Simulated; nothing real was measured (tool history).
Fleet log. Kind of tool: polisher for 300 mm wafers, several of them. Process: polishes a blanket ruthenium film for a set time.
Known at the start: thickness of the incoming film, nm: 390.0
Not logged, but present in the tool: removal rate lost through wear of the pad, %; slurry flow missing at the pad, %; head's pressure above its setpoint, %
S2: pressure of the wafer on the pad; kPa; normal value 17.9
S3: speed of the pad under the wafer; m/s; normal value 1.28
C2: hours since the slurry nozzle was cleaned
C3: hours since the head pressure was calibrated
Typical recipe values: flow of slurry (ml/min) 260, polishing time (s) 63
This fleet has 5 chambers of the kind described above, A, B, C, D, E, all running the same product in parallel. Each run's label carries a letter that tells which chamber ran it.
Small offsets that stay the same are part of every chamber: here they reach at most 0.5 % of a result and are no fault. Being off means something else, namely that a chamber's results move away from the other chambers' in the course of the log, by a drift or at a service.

run 1A hour=3.5 | flow_of_slurry_(ml/min)=260 S2=17.9 S3=1.28 polishing_time_(s)=63 | wafers_polished_on_this_pad=433 C2=14.3 C3=550.4 | film_removed_(nm)=120.460
run 2C hour=5.8 | flow_of_slurry_(ml/min)=260 S2=17.9 S3=1.28 polishing_time_(s)=63 | wafers_polished_on_this_pad=395 C2=256.9 C3=116.3 | film_removed_(nm)=120.040
run 3E hour=10.0 | flow_of_slurry_(ml/min)=260 S2=17.9 S3=1.28 polishing_time_(s)=63 | wafers_polished_on_this_pad=341 C2=241.4 C3=675.0 | film_removed_(nm)=120.020
run 4D hour=13.0 | flow_of_slurry_(ml/min)=260 S2=17.9 S3=1.28 polishing_time_(s)=63 | wafers_polished_on_this_pad=807 C2=336.5 C3=424.6 | film_removed_(nm)=118.370
run 5B hour=15.1 | flow_of_slurry_(ml/min)=260 S2=17.9 S3=1.28 polishing_time_(s)=63 | wafers_polished_on_this_pad=198 C2=42.8 C3=375.1 | film_removed_(nm)=118.340
run 6E hour=18.9 | flow_of_slurry_(ml/min)=260 S2=17.9 S3=1.28 polishing_time_(s)=63 | wafers_polished_on_this_pad=417 C2=250.3 C3=683.9 | film_removed_(nm)=118.370
-- hour=21.0 chamber A: worn pad replaced by a new one
run 7D hour=21.2 | flow_of_slurry_(ml/min)=260 S2=17.9 S3=1.28 polishing_time_(s)=63 | wafers_polished_on_this_pad=877 C2=344.7 C3=432.8 | film_removed_(nm)=118.440
run 8B hour=25.1 | flow_of_slurry_(ml/min)=260 S2=15.2 S3=1.28 polishing_time_(s)=42 | wafers_polished_on_this_pad=284 C2=52.8 C3=385.1 | film_removed_(nm)=67.758
run 9A hour=28.6 | flow_of_slurry_(ml/min)=260 S2=15.2 S3=1.28 polishing_time_(s)=42 | wafers_polished_on_this_pad=65 C2=39.4 C3=575.5 | film_removed_(nm)=67.401
run 10C hour=30.5 | flow_of_slurry_(ml/min)=260 S2=15.2 S3=1.28 polishing_time_(s)=42 | wafers_polished_on_this_pad=606 C2=281.6 C3=141.0 | film_removed_(nm)=66.831
run 11C hour=33.3 | flow_of_slurry_(ml/min)=260 S2=15.2 S3=1.28 polishing_time_(s)=42 | wafers_polished_on_this_pad=630 C2=284.4 C3=143.8 | film_removed_(nm)=68.445
run 12E hour=36.2 | flow_of_slurry_(ml/min)=260 S2=15.2 S3=1.28 polishing_time_(s)=42 | wafers_polished_on_this_pad=565 C2=267.6 C3=701.2 | film_removed_(nm)=66.912
run 13B hour=39.2 | flow_of_slurry_(ml/min)=260 S2=17.9 S3=1.28 polishing_time_(s)=63 | wafers_polished_on_this_pad=405 C2=66.9 C3=399.2 | film_removed_(nm)=116.830
run 14D hour=42.0 | flow_of_slurry_(ml/min)=260 S2=17.9 S3=1.28 polishing_time_(s)=63 | wafers_polished_on_this_pad=1055 C2=365.5 C3=453.6 | film_removed_(nm)=119.610
run 15A hour=45.1 | flow_of_slurry_(ml/min)=260 S2=17.9 S3=1.28 polishing_time_(s)=63 | wafers_polished_on_this_pad=206 C2=55.9 C3=592.0 | film_removed_(nm)=121.820
-- hour=45.5 chamber B: head pressure recalibrated
run 16B hour=48.5 | flow_of_slurry_(ml/min)=260 S2=17.9 S3=1.58 polishing_time_(s)=78 | wafers_polished_on_this_pad=484 C2=76.2 C3=3.1 | film_removed_(nm)=182.340
run 17E hour=52.8 | flow_of_slurry_(ml/min)=260 S2=17.9 S3=1.58 polishing_time_(s)=78 | wafers_polished_on_this_pad=707 C2=284.2 C3=717.8 | film_removed_(nm)=181.210
-- hour=55.5 chamber B: worn pad replaced by a new one
-- hour=55.8 chamber D: worn pad replaced by a new one
run 18D hour=56.2 | flow_of_slurry_(ml/min)=260 S2=17.9 S3=1.58 polishing_time_(s)=78 | wafers_polished_on_this_pad=3 C2=379.7 C3=467.8 | film_removed_(nm)=182.250
run 19A hour=58.3 | flow_of_slurry_(ml/min)=260 S2=17.9 S3=1.58 polishing_time_(s)=78 | wafers_polished_on_this_pad=319 C2=69.1 C3=605.2 | film_removed_(nm)=185.450
run 20C hour=62.0 | flow_of_slurry_(ml/min)=260 S2=17.9 S3=1.58 polishing_time_(s)=78 | wafers_polished_on_this_pad=876 C2=313.1 C3=172.5 | film_removed_(nm)=178.730
run 21B hour=65.9 | flow_of_slurry_(ml/min)=260 S2=17.9 S3=1.28 polishing_time_(s)=63 | wafers_polished_on_this_pad=89 C2=93.6 C3=20.5 | film_removed_(nm)=118.110
run 22A hour=69.8 | flow_of_slurry_(ml/min)=260 S2=17.9 S3=1.28 polishing_time_(s)=63 | wafers_polished_on_this_pad=417 C2=80.6 C3=616.7 | film_removed_(nm)=119.050
run 23E hour=73.0 | flow_of_slurry_(ml/min)=260 S2=17.9 S3=1.28 polishing_time_(s)=63 | wafers_polished_on_this_pad=880 C2=304.4 C3=738.0 | film_removed_(nm)=119.420
-- hour=73.8 chamber A: worn pad replaced by a new one
run 24C hour=75.9 | flow_of_slurry_(ml/min)=260 S2=17.9 S3=1.28 polishing_time_(s)=63 | wafers_polished_on_this_pad=994 C2=327.0 C3=186.4 | film_removed_(nm)=117.270
run 25D hour=78.4 | flow_of_slurry_(ml/min)=260 S2=17.9 S3=1.28 polishing_time_(s)=63 | wafers_polished_on_this_pad=193 C2=401.9 C3=490.0 | film_removed_(nm)=118.480
run 26E hour=81.5 | flow_of_slurry_(ml/min)=260 S2=17.9 S3=1.28 polishing_time_(s)=63 | wafers_polished_on_this_pad=952 C2=312.9 C3=746.5 | film_removed_(nm)=119.790
run 27C hour=83.8 | flow_of_slurry_(ml/min)=260 S2=23.4 S3=1.28 polishing_time_(s)=74 | wafers_polished_on_this_pad=1062 C2=334.9 C3=194.3 | film_removed_(nm)=174.530
run 28D hour=86.0 | flow_of_slurry_(ml/min)=260 S2=23.4 S3=1.28 polishing_time_(s)=74 | wafers_polished_on_this_pad=258 C2=409.5 C3=497.6 | film_removed_(nm)=183.620
run 29B hour=87.8 | flow_of_slurry_(ml/min)=260 S2=23.4 S3=1.28 polishing_time_(s)=74 | wafers_polished_on_this_pad=276 C2=115.5 C3=42.4 | film_removed_(nm)=183.060
run 30A hour=91.0 | flow_of_slurry_(ml/min)=260 S2=23.4 S3=1.28 polishing_time_(s)=74 | wafers_polished_on_this_pad=147 C2=101.8 C3=637.9 | film_removed_(nm)=182.740
run 31C hour=93.7 | flow_of_slurry_(ml/min)=260 S2=23.4 S3=1.28 polishing_time_(s)=74 | wafers_polished_on_this_pad=1147 C2=344.8 C3=204.2 | film_removed_(nm)=172.810
run 32A hour=96.9 | flow_of_slurry_(ml/min)=260 S2=17.9 S3=1.28 polishing_time_(s)=63 | wafers_polished_on_this_pad=198 C2=107.7 C3=643.8 | film_removed_(nm)=122.510
run 33E hour=99.7 | flow_of_slurry_(ml/min)=260 S2=17.9 S3=1.28 polishing_time_(s)=63 | wafers_polished_on_this_pad=1108 C2=331.1 C3=764.7 | film_removed_(nm)=119.960
run 34B hour=102.8 | flow_of_slurry_(ml/min)=260 S2=17.9 S3=1.28 polishing_time_(s)=63 | wafers_polished_on_this_pad=404 C2=130.5 C3=57.4 | film_removed_(nm)=118.630
run 35D hour=105.9 | flow_of_slurry_(ml/min)=260 S2=17.9 S3=1.28 polishing_time_(s)=63 | wafers_polished_on_this_pad=428 C2=429.4 C3=517.5 | film_removed_(nm)=118.000
run 36C hour=110.1 | flow_of_slurry_(ml/min)=260 S2=17.9 S3=1.28 polishing_time_(s)=63 | wafers_polished_on_this_pad=1287 C2=361.2 C3=220.6 | film_removed_(nm)=110.520
run 37B hour=113.4 | flow_of_slurry_(ml/min)=260 S2=17.9 S3=1.28 polishing_time_(s)=63 | wafers_polished_on_this_pad=495 C2=141.1 C3=68.0 | film_removed_(nm)=119.220
run 38E hour=116.5 | flow_of_slurry_(ml/min)=260 S2=17.9 S3=1.28 polishing_time_(s)=63 | wafers_polished_on_this_pad=1252 C2=347.9 C3=781.5 | film_removed_(nm)=118.780

For the next run the whole fleet of 5 chambers uses the same settings. Give each chamber's results:
run 39A hour=119.6 | flow_of_slurry_(ml/min)=260 S2=17.9 S3=1.28 polishing_time_(s)=51 | film_removed_(nm)=?
run 39B hour=119.6 | flow_of_slurry_(ml/min)=260 S2=17.9 S3=1.28 polishing_time_(s)=51 | film_removed_(nm)=?
run 39C hour=119.6 | flow_of_slurry_(ml/min)=260 S2=17.9 S3=1.28 polishing_time_(s)=51 | film_removed_(nm)=?
run 39D hour=119.6 | flow_of_slurry_(ml/min)=260 S2=17.9 S3=1.28 polishing_time_(s)=51 | film_removed_(nm)=?
run 39E hour=119.6 | flow_of_slurry_(ml/min)=260 S2=17.9 S3=1.28 polishing_time_(s)=51 | film_removed_(nm)=?

run=39A film_removed_(nm)=98.632
run=39B film_removed_(nm)=95.638
run=39C film_removed_(nm)=88.331
run=39D film_removed_(nm)=95.379
run=39E film_removed_(nm)=98.414

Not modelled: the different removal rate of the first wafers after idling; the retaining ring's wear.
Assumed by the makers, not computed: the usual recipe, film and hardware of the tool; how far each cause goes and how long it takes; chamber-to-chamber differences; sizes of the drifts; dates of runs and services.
